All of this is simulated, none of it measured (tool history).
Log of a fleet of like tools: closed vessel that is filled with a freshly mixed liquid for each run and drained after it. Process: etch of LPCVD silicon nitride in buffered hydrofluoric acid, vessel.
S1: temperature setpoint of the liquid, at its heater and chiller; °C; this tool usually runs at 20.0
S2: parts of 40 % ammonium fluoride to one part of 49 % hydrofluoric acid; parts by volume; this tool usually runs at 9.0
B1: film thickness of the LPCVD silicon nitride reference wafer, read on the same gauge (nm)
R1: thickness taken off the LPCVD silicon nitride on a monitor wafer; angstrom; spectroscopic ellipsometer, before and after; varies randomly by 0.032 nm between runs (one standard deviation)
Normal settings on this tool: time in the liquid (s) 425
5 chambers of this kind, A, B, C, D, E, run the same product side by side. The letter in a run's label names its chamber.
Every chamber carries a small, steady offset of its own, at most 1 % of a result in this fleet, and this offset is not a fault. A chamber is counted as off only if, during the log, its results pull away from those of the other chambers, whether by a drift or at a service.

Run 1E, hour 12.6: usual settings; B1 50.013. Result: R1 49.937 angstrom.
Run 2A, hour 23.5: usual settings; B1 49.982. Result: R1 49.972 angstrom.
Run 3B, hour 35.8: usual settings; B1 50.011. Result: R1 50.191 angstrom.
Run 4D, hour 41.7: usual settings; B1 49.981. Result: R1 49.464 angstrom.
Run 5C, hour 50.3: usual settings but S2 12.0 parts by volume; B1 49.989. Result: R1 39.023 angstrom.
At hour 53.6: chamber E: thermometer replaced.
Run 6A, hour 58.1: usual settings but S2 12.0 parts by volume; B1 50.005. Result: R1 38.792 angstrom.
Run 7E, hour 63.8: usual settings but S2 12.0 parts by volume; B1 50.006. Result: R1 39.412 angstrom.
Run 8C, hour 70.7: usual settings but S2 12.0 parts by volume; B1 49.992. Result: R1 38.959 angstrom.
Run 9D, hour 78.6: usual settings but S2 12.0 parts by volume; B1 49.989. Result: R1 39.095 angstrom.
Run 10B, hour 88.7: usual settings; B1 50.008. Result: R1 50.559 angstrom.
Run 11D, hour 101.0: usual settings but S1 24.5 °C, time in the liquid (s) 235; B1 49.996. Result: R1 35.487 angstrom.
Run 12C, hour 108.1: usual settings but S1 24.5 °C, time in the liquid (s) 235; B1 49.977. Result: R1 35.096 angstrom.
Run 13E, hour 117.6: usual settings but S1 24.5 °C, time in the liquid (s) 235; B1 50.015. Result: R1 35.350 angstrom.
Run 14B, hour 124.7: usual settings but S1 24.5 °C, time in the liquid (s) 235; B1 49.995. Result: R1 35.642 angstrom.
Run 15A, hour 133.6: usual settings but S1 24.5 °C, time in the liquid (s) 235; B1 50.029. Result: R1 35.358 angstrom.
Run 16E, hour 144.4: usual settings but S1 22.0 °C, S2 10.5 parts by volume; B1 50.025. Result: R1 49.922 angstrom.
Run 17B, hour 152.5: usual settings but S1 22.0 °C, S2 10.5 parts by volume; B1 50.012. Result: R1 49.418 angstrom.
Run 18A, hour 158.5: usual settings but S1 22.0 °C, S2 10.5 parts by volume; B1 49.983. Result: R1 49.866 angstrom.
Run 19D, hour 166.0: usual settings but S1 22.0 °C, S2 10.5 parts by volume; B1 49.988. Result: R1 51.421 angstrom.
Run 20C, hour 176.7: usual settings but S1 22.0 °C, S2 10.5 parts by volume; B1 50.003. Result: R1 49.926 angstrom.
Run 21D, hour 184.8: usual settings but S2 10.0 parts by volume, time in the liquid (s) 180; B1 49.984. Result: R1 20.521 angstrom.
Run 22C, hour 193.2: usual settings but S2 10.0 parts by volume, time in the liquid (s) 180; B1 49.997. Result: R1 19.543 angstrom.
Run 23E, hour 199.1: usual settings but S2 10.0 parts by volume, time in the liquid (s) 180; B1 50.015. Result: R1 19.891 angstrom.
At hour 206.2: chamber C: thermometer replaced.
Run 24A, hour 207.8: usual settings but S2 10.0 parts by volume, time in the liquid (s) 180; B1 49.988. Result: R1 19.838 angstrom.
Run 25B, hour 213.8: usual settings but S2 10.0 parts by volume, time in the liquid (s) 180; B1 50.013. Result: R1 19.760 angstrom.
Run 26E, hour 224.6: usual settings; B1 50.000. Result: R1 49.479 angstrom.
Run 27D, hour 231.8: usual settings but S2 6.0 parts by volume, time in the liquid (s) 560; B1 50.000. Result: R1 104.460 angstrom.
Run 28A, hour 239.0: usual settings but S2 6.0 parts by volume, time in the liquid (s) 560; B1 50.031. Result: R1 98.769 angstrom.
Run 29B, hour 250.9: usual settings but S2 6.0 parts by volume, time in the liquid (s) 560; B1 50.002. Result: R1 99.887 angstrom.
Run 30C, hour 257.1: usual settings but S2 6.0 parts by volume, time in the liquid (s) 560; B1 49.978. Result: R1 97.473 angstrom.
Run 31B, hour 267.7: usual settings but S2 6.0 parts by volume, time in the liquid (s) 560; B1 50.003. Result: R1 101.070 angstrom.
Run 32D, hour 279.7: usual settings; B1 49.985. Result: R1 54.395 angstrom.
Run 33C, hour 292.3: usual settings but S1 18.0 °C, time in the liquid (s) 605; B1 49.985. Result: R1 63.457 angstrom.

All 5 chambers run these settings next. Forecast each chamber's results:
Run 34A, hour 301.4: usual settings but time in the liquid (s) 225. Result: R1 ?.
Run 34B, hour 301.4: usual settings but time in the liquid (s) 225. Result: R1 ?.
Run 34C, hour 301.4: usual settings but time in the liquid (s) 225. Result: R1 ?.
Run 34D, hour 301.4: usual settings but time in the liquid (s) 225. Result: R1 ?.
Run 34E, hour 301.4: usual settings but time in the liquid (s) 225. Result: R1 ?.

run      R1
34A  26.147
34B  26.859
34C  26.286
34D  28.742
34E  26.652
